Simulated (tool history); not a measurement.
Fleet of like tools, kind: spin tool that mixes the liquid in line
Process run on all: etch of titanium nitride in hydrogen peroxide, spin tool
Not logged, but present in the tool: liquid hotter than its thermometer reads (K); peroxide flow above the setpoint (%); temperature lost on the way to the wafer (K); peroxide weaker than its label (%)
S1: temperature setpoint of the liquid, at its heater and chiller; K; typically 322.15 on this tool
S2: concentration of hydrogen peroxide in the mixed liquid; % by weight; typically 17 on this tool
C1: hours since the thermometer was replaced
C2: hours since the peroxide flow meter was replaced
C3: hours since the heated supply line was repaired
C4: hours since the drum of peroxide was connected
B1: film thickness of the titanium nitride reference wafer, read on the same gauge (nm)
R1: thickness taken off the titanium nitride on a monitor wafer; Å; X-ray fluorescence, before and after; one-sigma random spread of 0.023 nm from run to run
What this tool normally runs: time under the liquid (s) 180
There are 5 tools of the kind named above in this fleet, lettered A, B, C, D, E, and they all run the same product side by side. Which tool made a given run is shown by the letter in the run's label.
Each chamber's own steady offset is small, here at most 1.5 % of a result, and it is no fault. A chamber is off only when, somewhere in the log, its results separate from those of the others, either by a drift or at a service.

Run 1D, day 0.379: usual settings; C1 1276.3; C2 470.8; C3 920.8; C4 669; B1 30.014. Result: R1 67.742 Å.
Run 2B, day 0.929: usual settings; C1 350.1; C2 547.9; C3 462.7; C4 517.8; B1 29.979. Result: R1 68.539 Å.
Run 3A, day 1.479: usual settings; C1 269.8; C2 66.6; C3 2408.6; C4 750.8; B1 29.953. Result: R1 67.735 Å.
Run 4C, day 2.012: usual settings; C1 626.9; C2 320.3; C3 1068.4; C4 209.1; B1 30.045. Result: R1 66.228 Å.
At day 2.258: chamber B: peroxide flow meter replaced.
Run 5E, day 2.283: usual settings but S2 13 % by weight; C1 1469.4; C2 1483.4; C3 1568.5; C4 537.2; B1 30.017. Result: R1 63.98 Å.
Run 6B, day 2.783: usual settings but S2 13 % by weight; C1 394.6; C2 12.7; C3 507.2; C4 562.3; B1 29.996. Result: R1 64.191 Å.
At day 2.8: chamber D: thermometer replaced.
Run 7E, day 3.142: usual settings but S2 13 % by weight; C1 1490; C2 1504; C3 1589.1; C4 557.8; B1 30.017. Result: R1 63.896 Å.
Run 8D, day 3.504: usual settings but S2 13 % by weight; C1 17; C2 545.8; C3 995.8; C4 744; B1 29.977. Result: R1 64.131 Å.
Run 9A, day 3.996: usual settings but S2 13 % by weight; C1 330.2; C2 127; C3 2469; C4 811.2; B1 29.998. Result: R1 63.78 Å.
Run 10C, day 4.321: usual settings; C1 682.3; C2 375.7; C3 1123.8; C4 264.5; B1 29.992. Result: R1 66.347 Å.
Run 11C, day 4.733: usual settings; C1 692.2; C2 385.6; C3 1133.7; C4 274.4; B1 30.025. Result: R1 66.642 Å.
Run 12B, day 5.133: usual settings; C1 451; C2 69.1; C3 563.6; C4 618.7; B1 29.99. Result: R1 67.96 Å.
Run 13A, day 5.7: usual settings; C1 371.1; C2 167.9; C3 2509.9; C4 852.1; B1 30.019. Result: R1 67.571 Å.
Run 14E, day 6.121: usual settings; C1 1561.5; C2 1575.5; C3 1660.6; C4 629.3; B1 29.983. Result: R1 67.269 Å.
Run 15D, day 6.45: usual settings; C1 87.7; C2 616.5; C3 1066.5; C4 814.7; B1 30.025. Result: R1 67.78 Å.
Run 16C, day 6.762: usual settings; C1 740.9; C2 434.3; C3 1182.4; C4 323.1; B1 30.009. Result: R1 66.895 Å.
Run 17A, day 7.346: usual settings; C1 410.6; C2 207.4; C3 2549.4; C4 891.6; B1 29.958. Result: R1 67.634 Å.
At day 7.783: chamber B: new drum of peroxide connected.
Run 18D, day 7.846: usual settings; C1 121.2; C2 650; C3 1100; C4 848.2; B1 29.991. Result: R1 68.051 Å.
Run 19E, day 8.412: usual settings but S2 21 % by weight; C1 1616.5; C2 1630.5; C3 1715.6; C4 684.3; B1 29.983. Result: R1 70.596 Å.
At day 8.704: chamber C: new drum of peroxide connected.
Run 20B, day 8.946: usual settings but S2 21 % by weight; C1 542.5; C2 160.6; C3 655.1; C4 28; B1 29.998. Result: R1 71.104 Å.
Run 21B, day 9.242: usual settings but S2 21 % by weight; C1 549.6; C2 167.7; C3 662.2; C4 35.1; B1 29.979. Result: R1 71.566 Å.
Run 22D, day 9.729: usual settings but S2 21 % by weight; C1 166.4; C2 695.2; C3 1145.2; C4 893.4; B1 30.011. Result: R1 70.992 Å.
Run 23A, day 10.071: usual settings but S2 21 % by weight; C1 476; C2 272.8; C3 2614.8; C4 957; B1 29.984. Result: R1 70.165 Å.
At day 10.308: chamber A: thermometer replaced.
Run 24C, day 10.354: usual settings but S1 328.15 K, time under the liquid (s) 240; C1 827.1; C2 520.5; C3 1268.6; C4 39.7; B1 30.04. Result: R1 136.09 Å.
Run 25E, day 10.821: usual settings but S1 328.15 K, time under the liquid (s) 240; C1 1674.3; C2 1688.3; C3 1773.4; C4 742.1; B1 29.987. Result: R1 138.62 Å.
Run 26E, day 11.117: usual settings but S1 328.15 K, time under the liquid (s) 240; C1 1681.4; C2 1695.4; C3 1780.5; C4 749.2; B1 30.012. Result: R1 138.56 Å.
Run 27B, day 11.688: usual settings but S1 328.15 K, time under the liquid (s) 240; C1 608.3; C2 226.4; C3 720.9; C4 93.8; B1 29.97. Result: R1 138.82 Å.
Run 28D, day 11.983: usual settings but S1 328.15 K, time under the liquid (s) 240; C1 220.5; C2 749.3; C3 1199.3; C4 947.5; B1 29.961. Result: R1 138.34 Å.
Run 29A, day 12.417: usual settings; C1 50.6; C2 329.1; C3 2671.1; C4 1013.3; B1 29.991. Result: R1 67.336 Å.
Run 30C, day 12.817: usual settings; C1 886.2; C2 579.6; C3 1327.7; C4 98.8; B1 30.029. Result: R1 66.473 Å.
At day 12.875: chamber D: peroxide flow meter replaced.
Run 31D, day 13.192: usual settings but S1 318.65 K, time under the liquid (s) 280; C1 249.5; C2 7.6; C3 1228.3; C4 976.5; B1 30. Result: R1 81.619 Å.
At day 13.262: chamber C: thermometer replaced.
Run 32C, day 13.446: usual settings but S1 318.65 K, time under the liquid (s) 280; C1 4.5; C2 594.7; C3 1342.8; C4 113.9; B1 30.001. Result: R1 80.249 Å.
Run 33A, day 13.8: usual settings but S1 318.65 K, time under the liquid (s) 280; C1 83.8; C2 362.3; C3 2704.3; C4 1046.5; B1 29.973. Result: R1 81.178 Å.
Run 34B, day 14.117: usual settings but S1 318.65 K, time under the liquid (s) 280; C1 666.6; C2 284.7; C3 779.2; C4 152.1; B1 29.987. Result: R1 82.326 Å.

Read the log: is a single chamber off, either drifting away or since a service, is the gauge that measures every chamber drifting, or is nothing wrong beyond small per-chamber offsets? Name any odd chamber and what most likely caused it.

Neither any chamber nor the gauge drifts; the chambers differ only by their own small, steady offsets.

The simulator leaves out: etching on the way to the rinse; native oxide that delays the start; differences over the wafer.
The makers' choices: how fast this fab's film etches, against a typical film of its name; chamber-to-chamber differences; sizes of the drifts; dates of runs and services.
